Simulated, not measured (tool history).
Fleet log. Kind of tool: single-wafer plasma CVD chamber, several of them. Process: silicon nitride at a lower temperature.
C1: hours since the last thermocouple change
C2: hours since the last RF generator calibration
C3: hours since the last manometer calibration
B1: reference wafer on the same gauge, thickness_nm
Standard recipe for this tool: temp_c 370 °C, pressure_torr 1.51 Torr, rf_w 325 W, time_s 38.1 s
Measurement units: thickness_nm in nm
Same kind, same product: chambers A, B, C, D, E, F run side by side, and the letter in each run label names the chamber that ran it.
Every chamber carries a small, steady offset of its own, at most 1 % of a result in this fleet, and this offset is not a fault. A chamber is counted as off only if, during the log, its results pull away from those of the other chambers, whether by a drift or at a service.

Run 1E, hour 9.6: usual settings; C1 940.5; C2 768.0; C3 808.5; B1 44.803. Result: thickness_nm 46.393 nm.
Run 2D, hour 17.2: usual settings; C1 1637.5; C2 1894.0; C3 430.8; B1 44.807. Result: thickness_nm 45.844 nm.
At hour 28.3: chamber B: thermocouple changed; heater temperature recalibrated.
Run 3F, hour 28.6: usual settings; C1 55.3; C2 933.8; C3 549.7; B1 44.813. Result: thickness_nm 45.647 nm.
Run 4C, hour 44.9: usual settings; C1 892.7; C2 1432.8; C3 1157.3; B1 44.835. Result: thickness_nm 46.432 nm.
Run 5B, hour 52.7: usual settings; C1 24.5; C2 816.1; C3 1798.9; B1 44.848. Result: thickness_nm 46.271 nm.
At hour 53.7: chamber B: RF generator calibrated.
Run 6A, hour 63.0: usual settings; C1 1626.2; C2 799.3; C3 677.1; B1 44.854. Result: thickness_nm 46.235 nm.
Run 7C, hour 75.6: usual settings; C1 923.4; C2 1463.5; C3 1188.0; B1 44.847. Result: thickness_nm 46.413 nm.
Run 8E, hour 86.8: usual settings; C1 1017.7; C2 845.2; C3 885.7; B1 44.848. Result: thickness_nm 46.404 nm.
Run 9F, hour 97.4: usual settings; C1 124.1; C2 1002.6; C3 618.5; B1 44.847. Result: thickness_nm 45.711 nm.
At hour 103.0: chamber A: thermocouple changed; heater temperature recalibrated.
Run 10D, hour 105.1: usual settings; C1 1725.4; C2 1981.9; C3 518.7; B1 44.869. Result: thickness_nm 45.888 nm.
Run 11A, hour 117.2: usual settings but time_s 35.1 s; C1 14.2; C2 853.5; C3 731.3; B1 44.875. Result: thickness_nm 42.604 nm.
Run 12B, hour 131.8: usual settings but time_s 35.1 s; C1 103.6; C2 78.1; C3 1878.0; B1 44.907. Result: thickness_nm 42.547 nm.
Run 13D, hour 147.5: usual settings but time_s 35.1 s; C1 1767.8; C2 2024.3; C3 561.1; B1 44.916. Result: thickness_nm 42.317 nm.
Run 14E, hour 158.8: usual settings but time_s 35.1 s; C1 1089.7; C2 917.2; C3 957.7; B1 44.909. Result: thickness_nm 42.792 nm.
At hour 161.0: chamber E: thermocouple changed; heater temperature recalibrated.
Run 15A, hour 168.8: usual settings but time_s 35.1 s; C1 65.8; C2 905.1; C3 782.9; B1 44.915. Result: thickness_nm 42.546 nm.
At hour 170.8: chamber C: thermocouple changed; heater temperature recalibrated.
Run 16C, hour 181.5: usual settings but time_s 35.1 s; C1 10.8; C2 1569.4; C3 1293.9; B1 44.918. Result: thickness_nm 42.852 nm.
At hour 182.6: chamber F: RF generator calibrated.
Run 17F, hour 190.1: usual settings; C1 216.8; C2 7.6; C3 711.2; B1 44.916. Result: thickness_nm 45.873 nm.
At hour 201.6: chamber E: RF generator calibrated.
Run 18B, hour 201.9: usual settings; C1 173.7; C2 148.2; C3 1948.1; B1 44.927. Result: thickness_nm 46.346 nm.
Run 19C, hour 212.1: usual settings; C1 41.4; C2 1600.0; C3 1324.5; B1 44.936. Result: thickness_nm 46.645 nm.
Run 20B, hour 226.5: usual settings; C1 198.3; C2 172.8; C3 1972.7; B1 44.944. Result: thickness_nm 46.294 nm.
At hour 231.6: chamber D: thermocouple changed; heater temperature recalibrated.
Run 21F, hour 237.3: usual settings; C1 264.0; C2 54.8; C3 758.4; B1 44.972. Result: thickness_nm 45.905 nm.
Run 22E, hour 249.7: usual settings but temp_c 380 °C, time_s 31.2 s; C1 88.7; C2 48.1; C3 1048.6; B1 44.984. Result: thickness_nm 37.955 nm.
Run 23A, hour 259.0: usual settings but temp_c 380 °C, time_s 31.2 s; C1 156.0; C2 995.3; C3 873.1; B1 44.968. Result: thickness_nm 37.794 nm.
Run 24D, hour 267.0: usual settings but temp_c 380 °C, time_s 31.2 s; C1 35.4; C2 2143.8; C3 680.6; B1 44.990. Result: thickness_nm 37.683 nm.
Run 25C, hour 280.8: usual settings but temp_c 380 °C, time_s 31.2 s; C1 110.1; C2 1668.7; C3 1393.2; B1 44.985. Result: thickness_nm 38.101 nm.
Run 26D, hour 297.3: usual settings but temp_c 380 °C, time_s 31.2 s; C1 65.7; C2 2174.1; C3 710.9; B1 44.995. Result: thickness_nm 37.607 nm.
Run 27E, hour 312.4: usual settings but temp_c 380 °C, time_s 31.2 s; C1 151.4; C2 110.8; C3 1111.3; B1 45.003. Result: thickness_nm 37.913 nm.
Run 28B, hour 326.6: usual settings; C1 298.4; C2 272.9; C3 2072.8; B1 45.009. Result: thickness_nm 46.392 nm.
Run 29F, hour 341.7: usual settings; C1 368.4; C2 159.2; C3 862.8; B1 45.027. Result: thickness_nm 45.892 nm.
Run 30A, hour 355.1: usual settings; C1 252.1; C2 1091.4; C3 969.2; B1 45.063. Result: thickness_nm 46.341 nm.
Run 31C, hour 363.8: usual settings; C1 193.1; C2 1751.7; C3 1476.2; B1 45.045. Result: thickness_nm 46.623 nm.
Run 32B, hour 373.7: usual settings; C1 345.5; C2 320.0; C3 2119.9; B1 45.052. Result: thickness_nm 46.513 nm.
Run 33E, hour 382.3: usual settings but temp_c 375 °C, pressure_torr 1.75 Torr; C1 221.3; C2 180.7; C3 1181.2; B1 45.055. Result: thickness_nm 48.505 nm.
Run 34D, hour 397.1: usual settings but temp_c 375 °C, pressure_torr 1.75 Torr; C1 165.5; C2 2273.9; C3 810.7; B1 45.066. Result: thickness_nm 47.924 nm.
Run 35A, hour 411.0: usual settings but temp_c 375 °C, pressure_torr 1.75 Torr; C1 308.0; C2 1147.3; C3 1025.1; B1 45.073. Result: thickness_nm 48.231 nm.
Run 36F, hour 422.6: usual settings but temp_c 375 °C, pressure_torr 1.75 Torr; C1 449.3; C2 240.1; C3 943.7; B1 45.090. Result: thickness_nm 47.653 nm.
Run 37E, hour 430.4: usual settings but temp_c 375 °C, pressure_torr 1.75 Torr; C1 269.4; C2 228.8; C3 1229.3; B1 45.112. Result: thickness_nm 48.348 nm.

Has any chamber moved away from the others, gradually or after a service, or does the common gauge drift, or do the chambers differ only by their own small steady offsets? State the chamber and the most likely cause if one applies.

No chamber is off; the gauge reading every chamber's wafers drifts, which makes the whole fleet appear to move together.
Cause: gauge reads high (%) = 0.669.
